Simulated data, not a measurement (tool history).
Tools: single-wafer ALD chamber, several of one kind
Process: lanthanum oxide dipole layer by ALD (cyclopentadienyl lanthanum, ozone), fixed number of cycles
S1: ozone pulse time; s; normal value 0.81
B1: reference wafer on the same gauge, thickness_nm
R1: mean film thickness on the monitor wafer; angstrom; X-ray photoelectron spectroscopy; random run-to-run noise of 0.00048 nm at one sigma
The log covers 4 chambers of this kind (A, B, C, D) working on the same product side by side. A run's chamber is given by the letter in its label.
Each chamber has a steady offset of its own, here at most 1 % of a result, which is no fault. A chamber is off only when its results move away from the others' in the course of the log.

run   hour    S1       B1      R1
 1A    7.5  0.81  0.49298  4.6328
      11.6  -- chamber B: ozone generator serviced
 2C   12.3  0.81  0.49283  4.6020
 3B   16.6  0.81  0.49283  4.6855
 4D   24.1  0.81  0.49274  4.6230
 5B   28.5  0.81  0.49272  4.6801
 6D   33.6  0.71  0.49264  4.3740
 7C   37.6  0.71  0.49261  4.3450
 8A   44.0  0.71  0.49264  4.3740
 9D   51.8  0.71  0.49245  4.3773
10C   56.2  0.81  0.49246  4.5990
11B   62.6  0.81  0.49248  4.6734
12A   69.2  1.03  0.49233  5.0396
13A   76.9  1.03  0.49225  5.0423
14D   81.6  1.03  0.49235  5.0288
15C   88.8  1.03  0.49221  4.9946
16B   92.7  0.81  0.49226  4.6674
17B   97.9  0.81  0.49215  4.6736
18D  102.2  0.81  0.49192  4.6259
19C  110.0  1.04  0.49196  4.9978
20A  116.6  1.04  0.49189  5.0474
21D  122.0  1.04  0.49197  5.0439
22B  129.7  1.04  0.49187  5.0828
     133.0  -- chamber A: thermocouple changed; heater temperature recalibrated
23A  133.3  0.81  0.49189  4.6246
24C  139.6  1.00  0.49173  4.9411
25B  145.8  1.00  0.49177  5.0327
     147.0  -- chamber D: ozone generator serviced
26A  150.1  1.00  0.49165  4.9974
27D  154.6  1.00  0.49168  4.9718
28C  159.8  0.81  0.49159  4.5895
29A  167.3  0.81  0.49150  4.6241
30B  172.0  0.81  0.49145  4.6694
31C  176.2  0.81  0.49141  4.5829
32D  180.0  0.81  0.49141  4.6072
33D  184.6  0.81  0.49129  4.6093
34C  192.3  0.81  0.49141  4.5863
35B  198.4  0.81  0.49130  4.6720
36A  205.2  0.81  0.49119  4.6201
37C  211.6  0.81  0.49116  4.5862
38D  219.2  1.11  0.49103  5.1203
39B  226.4  1.11  0.49099  5.1840
40A  232.6  1.11  0.49095  5.1443

All 4 chambers run these settings next. Forecast each chamber's results:
41A  238.2  0.57       ?
41B  238.2  0.57       ?
41C  238.2  0.57       ?
41D  238.2  0.57       ?

run      R1
41A  3.9022
41B  3.9578
41C  3.8832
41D  3.9168

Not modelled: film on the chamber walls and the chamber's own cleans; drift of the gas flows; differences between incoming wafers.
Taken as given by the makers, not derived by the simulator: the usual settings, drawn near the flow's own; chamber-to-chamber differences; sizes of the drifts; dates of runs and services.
